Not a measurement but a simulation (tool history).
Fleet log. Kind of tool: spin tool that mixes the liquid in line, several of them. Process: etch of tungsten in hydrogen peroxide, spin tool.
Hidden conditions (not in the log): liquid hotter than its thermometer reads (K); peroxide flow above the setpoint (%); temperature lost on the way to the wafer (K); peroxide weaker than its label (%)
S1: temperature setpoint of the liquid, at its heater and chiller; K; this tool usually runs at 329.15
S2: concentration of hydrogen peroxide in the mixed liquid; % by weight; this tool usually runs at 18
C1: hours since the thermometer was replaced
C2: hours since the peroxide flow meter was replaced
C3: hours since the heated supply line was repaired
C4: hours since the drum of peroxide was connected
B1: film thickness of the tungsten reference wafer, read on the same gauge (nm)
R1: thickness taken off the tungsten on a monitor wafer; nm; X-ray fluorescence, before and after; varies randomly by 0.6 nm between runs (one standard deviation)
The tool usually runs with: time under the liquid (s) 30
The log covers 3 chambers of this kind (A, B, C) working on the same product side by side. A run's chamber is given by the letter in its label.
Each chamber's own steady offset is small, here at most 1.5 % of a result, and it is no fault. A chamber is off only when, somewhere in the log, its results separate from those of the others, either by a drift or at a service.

{"run": "1B", "hour": 3.2, "S1": 329.15, "S2": 18, "time under the liquid (s)": 30, "C1": 1296.8, "C2": 222.8, "C3": 2138.6, "C4": 332.1, "B1": 149.99, "R1": 63.362}
{"run": "2C", "hour": 8.7, "S1": 329.15, "S2": 18, "time under the liquid (s)": 30, "C1": 504.8, "C2": 329.5, "C3": 883.5, "C4": 262.5, "B1": 150, "R1": 63.625}
{"run": "3A", "hour": 14.7, "S1": 329.15, "S2": 18, "time under the liquid (s)": 30, "C1": 345.3, "C2": 993.7, "C3": 734.9, "C4": 493.6, "B1": 149.97, "R1": 63.731}
{"run": "4A", "hour": 20.8, "S1": 329.15, "S2": 18, "time under the liquid (s)": 30, "C1": 351.4, "C2": 999.8, "C3": 741, "C4": 499.7, "B1": 149.99, "R1": 64.205}
{"run": "5B", "hour": 25.7, "S1": 329.15, "S2": 14.5, "time under the liquid (s)": 25, "C1": 1319.3, "C2": 245.3, "C3": 2161.1, "C4": 354.6, "B1": 150.01, "R1": 47.59}
{"run": "6C", "hour": 30.7, "S1": 329.15, "S2": 14.5, "time under the liquid (s)": 25, "C1": 526.8, "C2": 351.5, "C3": 905.5, "C4": 284.5, "B1": 150.03, "R1": 47.403}
{"run": "7B", "hour": 36.4, "S1": 329.15, "S2": 14.5, "time under the liquid (s)": 25, "C1": 1330, "C2": 256, "C3": 2171.8, "C4": 365.3, "B1": 150.01, "R1": 47.385}
{"run": "8A", "hour": 41.2, "S1": 329.15, "S2": 20, "time under the liquid (s)": 45, "C1": 371.8, "C2": 1020.2, "C3": 761.4, "C4": 520.1, "B1": 149.97, "R1": 102.93}
{"run": "9C", "hour": 46.5, "S1": 329.15, "S2": 20, "time under the liquid (s)": 45, "C1": 542.6, "C2": 367.3, "C3": 921.3, "C4": 300.3, "B1": 150, "R1": 99.814}
{"run": "10B", "hour": 50.0, "S1": 329.15, "S2": 20, "time under the liquid (s)": 45, "C1": 1343.6, "C2": 269.6, "C3": 2185.4, "C4": 378.9, "B1": 150, "R1": 102.29}
{"hour": 54.8, "done": "chamber B: thermometer replaced"}
{"run": "11A", "hour": 55.8, "S1": 329.15, "S2": 18, "time under the liquid (s)": 30, "C1": 386.4, "C2": 1034.8, "C3": 776, "C4": 534.7, "B1": 149.99, "R1": 65.384}
{"run": "12C", "hour": 61.1, "S1": 329.15, "S2": 18, "time under the liquid (s)": 30, "C1": 557.2, "C2": 381.9, "C3": 935.9, "C4": 314.9, "B1": 150.01, "R1": 62.463}
{"run": "13A", "hour": 65.9, "S1": 329.15, "S2": 23, "time under the liquid (s)": 30, "C1": 396.5, "C2": 1044.9, "C3": 786.1, "C4": 544.8, "B1": 150, "R1": 74.092}
{"run": "14B", "hour": 69.8, "S1": 329.15, "S2": 23, "time under the liquid (s)": 30, "C1": 15.1, "C2": 289.4, "C3": 2205.2, "C4": 398.7, "B1": 149.98, "R1": 71.379}
{"run": "15C", "hour": 74.9, "S1": 329.15, "S2": 23, "time under the liquid (s)": 30, "C1": 571, "C2": 395.7, "C3": 949.7, "C4": 328.7, "B1": 149.99, "R1": 73.382}
{"run": "16A", "hour": 81.2, "S1": 329.15, "S2": 18, "time under the liquid (s)": 30, "C1": 411.8, "C2": 1060.2, "C3": 801.4, "C4": 560.1, "B1": 149.99, "R1": 64.752}
{"run": "17C", "hour": 85.0, "S1": 329.15, "S2": 18, "time under the liquid (s)": 30, "C1": 581.1, "C2": 405.8, "C3": 959.8, "C4": 338.8, "B1": 149.99, "R1": 63.492}
{"run": "18B", "hour": 89.1, "S1": 329.15, "S2": 18, "time under the liquid (s)": 30, "C1": 34.4, "C2": 308.7, "C3": 2224.5, "C4": 418, "B1": 150, "R1": 63.794}
{"run": "19C", "hour": 95.8, "S1": 329.15, "S2": 18, "time under the liquid (s)": 30, "C1": 591.9, "C2": 416.6, "C3": 970.6, "C4": 349.6, "B1": 149.99, "R1": 64.266}
{"run": "20B", "hour": 102.2, "S1": 329.15, "S2": 18, "time under the liquid (s)": 30, "C1": 47.5, "C2": 321.8, "C3": 2237.6, "C4": 431.1, "B1": 150.01, "R1": 63.346}
{"run": "21A", "hour": 108.3, "S1": 329.15, "S2": 18, "time under the liquid (s)": 30, "C1": 438.9, "C2": 1087.3, "C3": 828.5, "C4": 587.2, "B1": 150, "R1": 65.977}
{"run": "22C", "hour": 113.8, "S1": 329.15, "S2": 18, "time under the liquid (s)": 30, "C1": 609.9, "C2": 434.6, "C3": 988.6, "C4": 367.6, "B1": 150.01, "R1": 63.221}
{"run": "23B", "hour": 119.4, "S1": 329.15, "S2": 18, "time under the liquid (s)": 30, "C1": 64.7, "C2": 339, "C3": 2254.8, "C4": 448.3, "B1": 150.03, "R1": 63.397}
{"run": "24A", "hour": 125.0, "S1": 329.15, "S2": 18, "time under the liquid (s)": 30, "C1": 455.6, "C2": 1104, "C3": 845.2, "C4": 603.9, "B1": 149.97, "R1": 67.563}
{"run": "25C", "hour": 129.3, "S1": 329.15, "S2": 18, "time under the liquid (s)": 30, "C1": 625.4, "C2": 450.1, "C3": 1004.1, "C4": 383.1, "B1": 150.01, "R1": 63.561}
{"run": "26A", "hour": 134.7, "S1": 329.15, "S2": 18, "time under the liquid (s)": 30, "C1": 465.3, "C2": 1113.7, "C3": 854.9, "C4": 613.6, "B1": 150.01, "R1": 67.488}
{"run": "27B", "hour": 141.1, "S1": 329.15, "S2": 18, "time under the liquid (s)": 30, "C1": 86.4, "C2": 360.7, "C3": 2276.5, "C4": 470, "B1": 150.01, "R1": 62.968}
{"run": "28B", "hour": 144.4, "S1": 329.15, "S2": 18, "time under the liquid (s)": 30, "C1": 89.7, "C2": 364, "C3": 2279.8, "C4": 473.3, "B1": 150, "R1": 62.986}
{"run": "29A", "hour": 149.4, "S1": 329.15, "S2": 18, "time under the liquid (s)": 30, "C1": 480, "C2": 1128.4, "C3": 869.6, "C4": 628.3, "B1": 149.98, "R1": 68.273}

All chambers now run identical settings, listed one chamber a line with results as question marks. What results will each chamber show?
{"run": "30A", "hour": 154.3, "S1": 329.15, "S2": 18, "time under the liquid (s)": 30, "R1": "?"}
{"run": "30B", "hour": 154.3, "S1": 329.15, "S2": 18, "time under the liquid (s)": 30, "R1": "?"}
{"run": "30C", "hour": 154.3, "S1": 329.15, "S2": 18, "time under the liquid (s)": 30, "R1": "?"}

run=30A R1=69.072
run=30B R1=63.493
run=30C R1=63.888
